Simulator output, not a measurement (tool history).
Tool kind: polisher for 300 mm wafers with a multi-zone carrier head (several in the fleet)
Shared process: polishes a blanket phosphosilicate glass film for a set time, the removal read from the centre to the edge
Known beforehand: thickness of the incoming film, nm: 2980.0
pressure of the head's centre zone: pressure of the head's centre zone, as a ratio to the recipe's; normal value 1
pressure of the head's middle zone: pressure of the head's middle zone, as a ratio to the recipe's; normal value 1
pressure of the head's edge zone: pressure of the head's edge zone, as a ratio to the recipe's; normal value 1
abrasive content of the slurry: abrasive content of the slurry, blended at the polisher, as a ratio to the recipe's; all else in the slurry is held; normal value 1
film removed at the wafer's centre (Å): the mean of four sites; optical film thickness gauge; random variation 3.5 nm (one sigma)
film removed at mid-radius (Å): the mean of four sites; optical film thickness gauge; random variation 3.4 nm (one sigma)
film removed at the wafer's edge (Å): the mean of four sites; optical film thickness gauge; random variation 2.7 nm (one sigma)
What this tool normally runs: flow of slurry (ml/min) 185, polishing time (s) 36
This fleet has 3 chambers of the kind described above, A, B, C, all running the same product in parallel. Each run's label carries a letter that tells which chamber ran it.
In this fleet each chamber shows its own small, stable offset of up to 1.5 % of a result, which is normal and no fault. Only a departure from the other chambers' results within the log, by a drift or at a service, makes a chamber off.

run     day  flow of slurry (ml/min)  pressure of the head's centre zone  pressure of the head's middle zone  pressure of the head's edge zone  abrasive content of the slurry  polishing time (s)  wafers polished on this pad  hours since the slurry nozzle was cleaned  hours since the centre zone pressure was calibrated  hours since the edge zone pressure was calibrated  film removed at the wafer's centre (Å)  film removed at mid-radius (Å)  film removed at the wafer's edge (Å)
       0.05  -- chamber A: edge zone pressure recalibrated
 1A   0.325                      185                                   1                                   1                                 1                               1                  36                          319                                      236.1                                                364.6                                                6.7                                  2467.8                          2472.4                                2432.3
 2C   0.742                      185                                   1                                   1                                 1                               1                  36                          822                                      474.6                                                321.5                                               79.5                                  2464.8                          2517.7                                2479.2
 3B   1.267                      185                                   1                                   1                                 1                               1                  36                          437                                      255.5                                                566.9                                             1198.4                                  2519.5                          2376.9                                2508.3
      1.362  -- chamber C: worn pad replaced by a new one
      1.575  -- chamber B: worn pad replaced by a new one
 4B   1.754                      185                                   1                                   1                                 1                               1                  36                           28                                      267.2                                                578.6                                             1210.1                                  2453.3                          2446.2                                2456.6
 5A   2.104                      185                                   1                                   1                                 1                               1                  36                          601                                      278.8                                                407.3                                               49.4                                  2451.4                          2502.7                                  2402
      2.433  -- chamber B: slurry nozzle cleaned
 6C   2.629                      185                                   1                                1.11                                 1                             1.1                  36                          201                                      519.9                                                366.8                                              124.8                                    2548                          2855.8                                2563.9
      2.721  -- chamber B: edge zone pressure recalibrated
      2.804  -- chamber A: worn pad replaced by a new one
 7A   3.196                      185                                   1                                1.11                                 1                             1.1                  36                           62                                        305                                                433.5                                               75.6                                  2560.7                          2826.3                                2571.3
 8C   3.608                      185                                   1                                1.11                                 1                             1.1                  36                          357                                      543.4                                                390.3                                              148.3                                  2561.8                          2852.6                                2569.5
      3.629  -- chamber A: slurry nozzle cleaned
 9B   3.908                      185                                   1                                   1                                 1                               1                  36                          370                                       35.5                                                630.3                                               28.5                                  2375.6                          2476.4                                2451.6
10C   4.233                      185                                   1                                   1                                 1                               1                  36                          456                                      558.4                                                405.3                                              163.3                                  2370.7                          2448.2                                2473.8
11B   4.683                      185                                   1                                   1                                 1                               1                  36                          494                                       54.1                                                648.9                                               47.1                                  2446.9                            2490                                2443.5
12A   5.112                      185                                   1                                   1                                 1                               1                  36                          367                                       35.7                                                479.5                                              121.6                                    2416                          2402.9                                2481.9
      5.333  -- chamber B: worn pad replaced by a new one
13A   5.396                      185                                   1                                0.92                                 1                            1.25                  36                          412                                       42.5                                                486.3                                              128.4                                  2650.7                            2532                                2704.9
14B   5.696                      185                                   1                                0.92                                 1                            1.25                  36                           57                                       78.4                                                673.2                                               71.4                                  2698.9                          2463.7                                2690.7
15C   6.075                      185                                   1                                0.92                                 1                            1.25                  36                          749                                      602.6                                                449.5                                              207.5                                  2648.4                          2481.8                                2728.5
      6.446  -- chamber C: worn pad replaced by a new one
16C   6.658                      185                                   1                                   1                                 1                               1                  36                           33                                      616.6                                                463.5                                              221.5                                    2443                          2445.5                                2499.9
17B   7.175                      185                                   1                                   1                                 1                               1                  36                          292                                      113.9                                                708.7                                              106.9                                  2447.2                          2444.1                                2491.1
18A   7.521                      185                                   1                                   1                                 1                               1                  36                          750                                       93.5                                                537.3                                              179.4                                  2388.2                          2406.1                                2434.8
19B   7.788                      185                                   1                                   1                                 1                               1                  36                          390                                      128.6                                                723.4                                              121.6                                  2467.2                          2443.1                                2455.8
20C   8.046                      185                                   1                                   1                                 1                               1                  36                          254                                      649.9                                                496.8                                              254.8                                  2384.9                          2497.3                                2503.8
      8.358  -- chamber A: worn pad replaced by a new one
21A   8.404                      185                                   1                                   1                                 1                               1                  36                            7                                      114.7                                                558.5                                              200.6                                  2427.7                          2547.4                                2429.5
      8.608  -- chamber B: worn pad replaced by a new one
22C   8.812                      185                                   1                                   1                                 1                               1                  36                          376                                      668.3                                                515.2                                              273.2                                  2466.6                          2468.4                                2445.9
23B   9.258                      185                                   1                                1.04                                 1                               1                  36                          103                                      163.9                                                758.7                                              156.9                                    2455                          2573.1                                2449.5
      9.325  -- chamber A: centre zone pressure recalibrated
24A   9.792                      185                                   1                                1.04                                 1                               1                  36                          228                                        148                                                 11.3                                              233.9                                  2658.9                          2594.8                                2442.8
25B  10.058                      185                                   1                                1.04                                 1                               1                  36                          230                                      183.1                                                777.9                                              176.1                                  2496.7                          2551.9                                  2467
26C  10.592                      185                                   1                                   1                                 1                               1                  36                          658                                        711                                                557.9                                              315.9                                  2468.6                            2518                                2479.1
27A  11.175                      185                                   1                                   1                                 1                               1                  36                          447                                      181.2                                                 44.5                                              267.1                                  2676.5                          2489.8                                  2427
28B  11.562                      185                                   1                                   1                                 1                               1                  36                          470                                      219.2                                                  814                                              212.2                                  2474.3                            2523                                2484.4
29A  12.117                      185                                   1                                   1                                 1                               1                  36                          597                                      203.8                                                 67.1                                              289.7                                  2669.3                          2511.2                                2447.7
30C  12.438                      185                                   1                                   1                                 1                               1                  29                          952                                      755.3                                                602.2                                              360.2                                  1955.1                          1959.8                                1992.7
     12.475  -- chamber C: worn pad replaced by a new one
     12.483  -- chamber B: worn pad replaced by a new one
     12.625  -- chamber C: slurry nozzle cleaned
     12.983  -- chamber A: worn pad replaced by a new one
31C  13.004                      185                                   1                                   1                                 1                               1                  29                           84                                        9.2                                                615.8                                              373.8                                  1963.6                          1961.9                                1988.4
32A  13.354                      185                                   1                                   1                                 1                               1                  29                           59                                      233.5                                                 96.8                                              319.4                                  2213.1                          1968.8                                1952.4
33B  13.629                      185                                   1                                   1                                 1                               1                  36                          182                                      268.8                                                863.6                                              261.8                                  2437.9                          2463.1                                2501.6
34C  14.192                      185                                   1                                   1                                 1                               1                  36                          272                                       37.7                                                644.3                                              402.3                                  2470.1                          2503.8                                2455.8
35A  14.588                      185                                   1                                   1                                 1                               1                  36                          255                                      263.1                                                126.4                                                349                                  2666.1                          2372.4                                  2439
       15.1  -- chamber A: slurry nozzle cleaned
36B  15.108                      185                                   1                                   1                                 1                               1                  36                          417                                      304.3                                                899.1                                              297.3                                  2477.6                            2535                                2479.8
     15.312  -- chamber B: slurry nozzle cleaned
37B  15.542                      185                                   1                                   1                                 1                               1                  36                          486                                        5.5                                                909.5                                              307.7                                  2435.1                          2488.8                                  2530
38A  15.938                      185                                   1                                   1                                 1                               1                  36                          469                                       20.2                                                158.8                                              381.4                                  2678.9                          2406.2                                2416.5
     15.996  -- chamber B: worn pad replaced by a new one
39C  16.246                      185                                   1                                   1                                 1                               1                  36                          599                                         87                                                693.6                                              451.6                                  2483.3                          2518.3                                  2484
40C  16.558                      205                                   1                                   1                                 1                               1                  36                          649                                       94.5                                                701.1                                              459.1                                  2404.5                          2537.3                                2506.5
41A  17.071                      205                                   1                                   1                                 1                               1                  36                          649                                       47.4                                                  186                                              408.6                                  2654.3                          2481.4                                2460.3
42B  17.512                      205                                   1                                   1                                 1                               1                  36                          241                                       52.8                                                956.8                                                355                                  2507.5                          2540.2                                2488.3

What goes on in this fleet: one chamber off, a drifting gauge, or nothing beyond the chambers' own small offsets? Name the chamber and the cause, if any.

Chamber A came out of a service off from its peers and stayed that way.
Cause: centre zone's pressure above its setpoint, % = 8.72.

Which of the 4 candidates below, each the usual settings with something changed and its results left as question marks, puts chamber A back in line with what the other chambers give on the usual settings?
In line here means within this much of the mean the other chambers give on the usual settings: film removed at the wafer's centre (Å) 120; film removed at mid-radius (Å) 120; film removed at the wafer's edge (Å) 96
43A-1  17.929                      180                                0.92                                1.01                              1.03                               1                  36                                                                                                                                                                                                                       ?                               ?                                     ?
43A-2  17.929                      175                                0.85                                1.01                              1.07                               1                  36                                                                                                                                                                                                                       ?                               ?                                     ?
43A-3  17.929                      190                                1.08                                0.99                              0.97                               1                  36                                                                                                                                                                                                                       ?                               ?                                     ?
43A-4  17.929                      200                                1.17                                0.99                              0.93                               1                  36                                                                                                                                                                                                                       ?                               ?                                     ?

Usual-settings mean across the other chambers: film removed at the wafer's centre (Å) 2449.9; film removed at mid-radius (Å) 2474.3; film removed at the wafer's edge (Å) 2481.6
  run  film removed at the wafer's centre (Å)  film removed at mid-radius (Å)  film removed at the wafer's edge (Å)
43A-1                                  2440.5                          2491.2                                2487.1
43A-2                                  2229.2                            2481                                2530.6
43A-3                                  2924.3                          2463.5                                2424.6
43A-4                                  3210.6                          2480.7                                2385.4
Change 43A-1 lands the chamber within the allowed miss of the other chambers.
